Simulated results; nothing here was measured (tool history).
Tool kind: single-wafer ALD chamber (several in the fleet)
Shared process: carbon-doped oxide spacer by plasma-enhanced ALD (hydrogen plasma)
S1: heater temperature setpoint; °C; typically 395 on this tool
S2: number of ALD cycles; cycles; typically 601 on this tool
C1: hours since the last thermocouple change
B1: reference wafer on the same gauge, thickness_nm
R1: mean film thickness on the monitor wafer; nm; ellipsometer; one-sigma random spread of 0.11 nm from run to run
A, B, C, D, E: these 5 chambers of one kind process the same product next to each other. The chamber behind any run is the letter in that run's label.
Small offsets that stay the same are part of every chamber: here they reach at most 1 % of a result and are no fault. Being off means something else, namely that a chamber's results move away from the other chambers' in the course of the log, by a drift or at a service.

Run 1D, day 0.508: usual settings; C1 1301.2; B1 26.102. Result: R1 29.729 nm.
Run 2B, day 1.117: usual settings; C1 172.3; B1 26.107. Result: R1 30.177 nm.
Run 3C, day 1.704: usual settings; C1 242.3; B1 26.101. Result: R1 30.176 nm.
Run 4A, day 2.258: usual settings; C1 1312.4; B1 26.114. Result: R1 29.816 nm.
Run 5E, day 2.642: usual settings but S1 405 °C, S2 657 cycles; C1 1008.6; B1 26.099. Result: R1 32.092 nm.
Run 6A, day 3.092: usual settings but S1 405 °C, S2 657 cycles; C1 1332.4; B1 26.101. Result: R1 32.28 nm.
Run 7E, day 3.442: usual settings but S1 405 °C, S2 657 cycles; C1 1027.8; B1 26.112. Result: R1 32.252 nm.
Run 8C, day 3.996: usual settings but S1 405 °C, S2 657 cycles; C1 297.3; B1 26.089. Result: R1 32.141 nm.
Run 9D, day 4.662: usual settings but S1 405 °C, S2 657 cycles; C1 1400.9; B1 26.079. Result: R1 31.75 nm.
Run 10B, day 5.1: usual settings; C1 267.9; B1 26.109. Result: R1 30.097 nm.
Run 11E, day 5.75: usual settings; C1 1083.2; B1 26.094. Result: R1 29.937 nm.
Run 12C, day 6.054: usual settings; C1 346.7; B1 26.099. Result: R1 30.112 nm.
Run 13D, day 6.633: usual settings; C1 1448.2; B1 26.087. Result: R1 29.717 nm.
Run 14B, day 6.938: usual settings; C1 312; B1 26.072. Result: R1 30.13 nm.
Run 15A, day 7.617: usual settings but S1 385 °C, S2 661 cycles; C1 1441; B1 26.119. Result: R1 33.109 nm.
Run 16D, day 8.1: usual settings but S1 385 °C, S2 661 cycles; C1 1483.4; B1 26.124. Result: R1 32.978 nm.
Run 17C, day 8.621: usual settings but S1 385 °C, S2 661 cycles; C1 408.3; B1 26.105. Result: R1 33.04 nm.
Run 18A, day 9.204: usual settings but S1 385 °C, S2 661 cycles; C1 1479.1; B1 26.104. Result: R1 32.928 nm.
Run 19B, day 9.867: usual settings but S1 385 °C, S2 661 cycles; C1 382.3; B1 26.123. Result: R1 33.038 nm.
Run 20E, day 10.442: usual settings; C1 1195.8; B1 26.115. Result: R1 29.809 nm.
Run 21B, day 10.8: usual settings; C1 404.7; B1 26.107. Result: R1 30.076 nm.
Run 22E, day 11.092: usual settings; C1 1211.4; B1 26.096. Result: R1 30.013 nm.
Run 23A, day 11.733: usual settings but S1 404 °C, S2 544 cycles; C1 1539.8; B1 26.115. Result: R1 26.661 nm.
Run 24D, day 12.183: usual settings but S1 404 °C, S2 544 cycles; C1 1581.4; B1 26.121. Result: R1 26.066 nm.
Run 25C, day 12.55: usual settings but S1 404 °C, S2 544 cycles; C1 502.6; B1 26.11. Result: R1 26.767 nm.
Run 26C, day 13.071: usual settings but S1 404 °C, S2 544 cycles; C1 515.1; B1 26.107. Result: R1 26.721 nm.
Run 27E, day 13.746: usual settings but S1 404 °C, S2 544 cycles; C1 1275.1; B1 26.103. Result: R1 26.683 nm.
Run 28A, day 14.225: usual settings; C1 1599.6; B1 26.084. Result: R1 29.966 nm.
Run 29D, day 14.817: usual settings but S1 380 °C, S2 681 cycles; C1 1644.6; B1 26.106. Result: R1 33.868 nm.
Run 30B, day 15.396: usual settings but S1 380 °C, S2 681 cycles; C1 515; B1 26.112. Result: R1 34.224 nm.
At day 15.75: chamber A: thermocouple changed; heater temperature recalibrated.
Run 31C, day 15.754: usual settings but S1 380 °C, S2 681 cycles; C1 579.5; B1 26.08. Result: R1 34.036 nm.
Run 32A, day 16.371: usual settings but S1 380 °C, S2 681 cycles; C1 15; B1 26.125. Result: R1 34.174 nm.
Run 33E, day 16.867: usual settings but S1 380 °C, S2 681 cycles; C1 1350; B1 26.11. Result: R1 33.914 nm.
Run 34D, day 17.342: usual settings; C1 1705.2; B1 26.133. Result: R1 29.867 nm.
Run 35B, day 17.921: usual settings but S2 647 cycles; C1 575.6; B1 26.126. Result: R1 32.386 nm.
Run 36A, day 18.379: usual settings but S2 647 cycles; C1 63.2; B1 26.086. Result: R1 32.25 nm.
Run 37D, day 19.042: usual settings but S2 647 cycles; C1 1746; B1 26.094. Result: R1 32.083 nm.
Run 38C, day 19.617: usual settings but S2 647 cycles; C1 672.2; B1 26.113. Result: R1 32.317 nm.

Does one chamber stand apart from the rest, does the shared gauge drift, or is all well apart from small per-chamber offsets? Give the chamber and the most likely cause, where there is one.

No chamber is off and the gauge is stable; the differences are just each chamber's small, constant offset.
